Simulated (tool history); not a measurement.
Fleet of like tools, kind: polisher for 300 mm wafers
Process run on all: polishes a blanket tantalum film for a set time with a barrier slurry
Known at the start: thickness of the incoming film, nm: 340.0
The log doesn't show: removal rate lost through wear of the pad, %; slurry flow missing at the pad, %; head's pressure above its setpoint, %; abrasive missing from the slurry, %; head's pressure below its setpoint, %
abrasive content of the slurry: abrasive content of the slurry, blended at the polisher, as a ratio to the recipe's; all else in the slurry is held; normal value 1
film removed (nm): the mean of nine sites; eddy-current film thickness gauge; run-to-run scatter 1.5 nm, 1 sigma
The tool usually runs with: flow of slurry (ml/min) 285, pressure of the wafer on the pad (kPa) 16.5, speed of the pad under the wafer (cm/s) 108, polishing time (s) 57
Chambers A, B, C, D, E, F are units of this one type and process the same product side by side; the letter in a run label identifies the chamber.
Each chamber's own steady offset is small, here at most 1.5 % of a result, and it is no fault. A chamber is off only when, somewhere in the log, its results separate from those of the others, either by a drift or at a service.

| run | hour | flow of slurry (ml/min) | pressure of the wafer on the pad (kPa) | speed of the pad under the wafer (cm/s) | abrasive content of the slurry | polishing time (s) | wafers polished on this pad | hours since the slurry nozzle was cleaned | hours since the head pressure was calibrated | hours since the slurry blender was calibrated | film removed (nm) |
|---|---|---|---|---|---|---|---|---|---|---|---|
|  | 1.4 | chamber E: slurry blender recalibrated |
| 1E | 5.5 | 285 | 16.5 | 108 | 1 | 57 | 743 | 382.0 | 479.4 | 4.2 | 139.220 |
|  | 9.6 | chamber E: slurry nozzle cleaned |
| 2A | 15.4 | 285 | 16.5 | 108 | 1 | 57 | 656 | 321.4 | 247.0 | 260.6 | 140.320 |
|  | 21.2 | chamber E: worn pad replaced by a new one |
| 3B | 25.2 | 285 | 16.5 | 108 | 1 | 57 | 635 | 155.7 | 197.7 | 295.1 | 140.630 |
| 4F | 33.8 | 285 | 16.5 | 108 | 1 | 57 | 817 | 612.9 | 46.2 | 270.0 | 139.100 |
| 5C | 39.8 | 285 | 16.5 | 108 | 1 | 57 | 873 | 736.4 | 249.5 | 221.7 | 143.700 |
|  | 46.5 | chamber B: worn pad replaced by a new one |
| 6D | 46.7 | 285 | 16.5 | 108 | 1 | 57 | 786 | 185.3 | 175.7 | 332.8 | 141.570 |
|  | 51.0 | chamber A: worn pad replaced by a new one |
|  | 56.3 | chamber D: worn pad replaced by a new one |
|  | 56.6 | chamber A: slurry blender recalibrated |
| 7A | 57.4 | 285 | 16.5 | 108 | 1 | 57 | 95 | 363.4 | 289.0 | 0.8 | 139.760 |
|  | 58.2 | chamber C: worn pad replaced by a new one |
|  | 58.7 | chamber F: worn pad replaced by a new one |
| 8D | 66.8 | 285 | 16.5 | 108 | 1 | 57 | 155 | 205.4 | 195.8 | 352.9 | 143.140 |
|  | 72.1 | chamber D: slurry blender recalibrated |
|  | 72.4 | chamber C: slurry nozzle cleaned |
| 9C | 76.4 | 285 | 19.3 | 108 | 1 | 57 | 270 | 4.1 | 286.1 | 258.3 | 163.910 |
|  | 81.5 | chamber C: slurry blender recalibrated |
| 10F | 86.5 | 285 | 19.3 | 108 | 1 | 57 | 411 | 665.6 | 98.9 | 322.7 | 164.200 |
| 11B | 92.0 | 285 | 19.3 | 108 | 1 | 57 | 674 | 222.5 | 264.5 | 361.9 | 164.750 |
|  | 98.8 | chamber E: worn pad replaced by a new one |
| 12E | 101.0 | 285 | 19.3 | 108 | 1 | 57 | 32 | 91.4 | 574.9 | 99.7 | 165.490 |
|  | 102.5 | chamber C: head pressure recalibrated |
|  | 103.5 | chamber B: slurry blender recalibrated |
|  | 105.3 | chamber B: slurry nozzle cleaned |
| 13D | 109.9 | 285 | 19.3 | 108 | 1 | 57 | 793 | 248.5 | 238.9 | 37.8 | 165.930 |
|  | 112.0 | chamber A: worn pad replaced by a new one |
| 14E | 119.0 | 285 | 19.3 | 108 | 1 | 57 | 299 | 109.4 | 592.9 | 117.7 | 163.100 |
|  | 124.5 | chamber B: worn pad replaced by a new one |
|  | 126.1 | chamber C: worn pad replaced by a new one |
|  | 127.7 | chamber D: worn pad replaced by a new one |
| 15A | 128.9 | 230 | 16.5 | 108 | 1 | 57 | 251 | 434.9 | 360.5 | 72.3 | 137.730 |
|  | 129.6 | chamber F: slurry blender recalibrated |
| 16F | 138.4 | 230 | 16.5 | 108 | 1 | 57 | 1180 | 717.5 | 150.8 | 8.8 | 138.960 |
| 17C | 144.9 | 230 | 16.5 | 108 | 1 | 57 | 279 | 72.6 | 42.4 | 63.4 | 140.340 |
| 18B | 151.5 | 230 | 16.5 | 108 | 1 | 57 | 401 | 46.2 | 324.0 | 48.0 | 139.040 |
|  | 158.0 | chamber F: slurry nozzle cleaned |
|  | 158.6 | chamber F: worn pad replaced by a new one |
| 19C | 162.0 | 230 | 16.5 | 108 | 1 | 57 | 532 | 89.7 | 59.5 | 80.5 | 139.980 |
|  | 165.4 | chamber E: worn pad replaced by a new one |
| 20E | 171.0 | 230 | 16.5 | 108 | 1 | 57 | 83 | 161.4 | 644.9 | 169.7 | 138.330 |
| 21A | 178.7 | 285 | 13.8 | 108 | 1 | 57 | 988 | 484.7 | 410.3 | 122.1 | 117.810 |
|  | 184.0 | chamber A: worn pad replaced by a new one |
| 22F | 187.8 | 285 | 13.8 | 108 | 1 | 57 | 433 | 29.9 | 200.2 | 58.2 | 118.110 |
|  | 195.6 | chamber D: worn pad replaced by a new one |
|  | 198.0 | chamber B: worn pad replaced by a new one |
| 23B | 198.6 | 285 | 13.8 | 108 | 1 | 57 | 9 | 93.3 | 371.1 | 95.1 | 115.020 |
|  | 200.8 | chamber C: worn pad replaced by a new one |
| 24D | 204.2 | 285 | 13.8 | 108 | 1 | 57 | 128 | 342.8 | 333.2 | 132.1 | 118.920 |
| 25B | 209.2 | 285 | 13.8 | 108 | 1 | 57 | 166 | 103.9 | 381.7 | 105.7 | 117.770 |
| 26C | 214.5 | 285 | 13.8 | 108 | 1 | 57 | 204 | 142.2 | 112.0 | 133.0 | 117.750 |
| 27E | 219.8 | 285 | 16.5 | 108 | 1 | 57 | 806 | 210.2 | 693.7 | 218.5 | 137.440 |
|  | 220.3 | chamber A: head pressure recalibrated |
| 28A | 228.4 | 335 | 14.5 | 108 | 1 | 57 | 657 | 534.4 | 8.1 | 171.8 | 126.140 |
|  | 228.6 | chamber E: worn pad replaced by a new one |
|  | 230.1 | chamber A: slurry nozzle cleaned |
| 29F | 238.7 | 335 | 14.5 | 108 | 1 | 57 | 1186 | 80.8 | 251.1 | 109.1 | 123.830 |
|  | 243.1 | chamber F: worn pad replaced by a new one |
| 30D | 247.5 | 335 | 14.5 | 108 | 1 | 57 | 769 | 386.1 | 376.5 | 175.4 | 127.430 |
|  | 248.9 | chamber A: worn pad replaced by a new one |
| 31F | 254.4 | 335 | 14.5 | 108 | 1 | 57 | 168 | 96.5 | 266.8 | 124.8 | 123.890 |
| 32B | 265.6 | 335 | 14.5 | 108 | 1 | 57 | 1001 | 160.3 | 438.1 | 162.1 | 122.630 |
|  | 268.6 | chamber B: worn pad replaced by a new one |
|  | 268.8 | chamber D: worn pad replaced by a new one |
| 33A | 271.3 | 335 | 14.5 | 108 | 1 | 57 | 331 | 41.2 | 51.0 | 214.7 | 125.410 |
|  | 272.7 | chamber C: worn pad replaced by a new one |
| 34C | 280.2 | 285 | 16.5 | 108 | 1 | 57 | 112 | 207.9 | 177.7 | 198.7 | 143.150 |
| 35D | 290.4 | 285 | 16.5 | 108 | 1 | 57 | 320 | 429.0 | 419.4 | 218.3 | 140.870 |
| 36E | 300.4 | 285 | 16.5 | 108 | 1 | 57 | 1063 | 290.8 | 774.3 | 299.1 | 138.460 |
|  | 303.1 | chamber E: worn pad replaced by a new one |
|  | 307.9 | chamber E: slurry blender recalibrated |
|  | 309.4 | chamber A: worn pad replaced by a new one |
| 37D | 310.3 | 285 | 16.5 | 108 | 1 | 57 | 615 | 448.9 | 439.3 | 238.2 | 144.720 |
| 38E | 321.7 | 240 | 16.5 | 74 | 1 | 57 | 276 | 312.1 | 795.6 | 13.9 | 94.965 |
|  | 326.0 | chamber C: slurry blender recalibrated |
| 39A | 330.5 | 240 | 16.5 | 74 | 1 | 57 | 312 | 100.4 | 110.2 | 273.9 | 95.093 |
|  | 331.2 | chamber B: slurry nozzle cleaned |
| 40B | 336.3 | 240 | 16.5 | 74 | 1 | 57 | 1002 | 5.1 | 508.8 | 232.8 | 94.227 |
|  | 336.5 | chamber F: worn pad replaced by a new one |
|  | 341.3 | chamber C: worn pad replaced by a new one |
| 41F | 341.6 | 240 | 16.5 | 74 | 1 | 57 | 76 | 183.7 | 354.0 | 212.0 | 94.085 |
| 42C | 346.8 | 240 | 16.5 | 74 | 1 | 57 | 81 | 274.5 | 244.3 | 20.9 | 95.272 |
| 43F | 354.7 | 240 | 16.5 | 74 | 1 | 57 | 270 | 196.8 | 367.1 | 225.1 | 95.677 |

All 6 chambers run these settings next. Forecast each chamber's results:
| 44A | 362.9 | 195 | 16.5 | 108 | 1 | 57 |  |  |  |  | ? |
| 44B | 362.9 | 195 | 16.5 | 108 | 1 | 57 |  |  |  |  | ? |
| 44C | 362.9 | 195 | 16.5 | 108 | 1 | 57 |  |  |  |  | ? |
| 44D | 362.9 | 195 | 16.5 | 108 | 1 | 57 |  |  |  |  | ? |
| 44E | 362.9 | 195 | 16.5 | 108 | 1 | 57 |  |  |  |  | ? |
| 44F | 362.9 | 195 | 16.5 | 108 | 1 | 57 |  |  |  |  | ? |

| run | film removed (nm) |
|---|---|
| 44A | 134.350 |
| 44B | 133.780 |
| 44C | 135.590 |
| 44D | 133.850 |
| 44E | 134.340 |
| 44F | 135.340 |
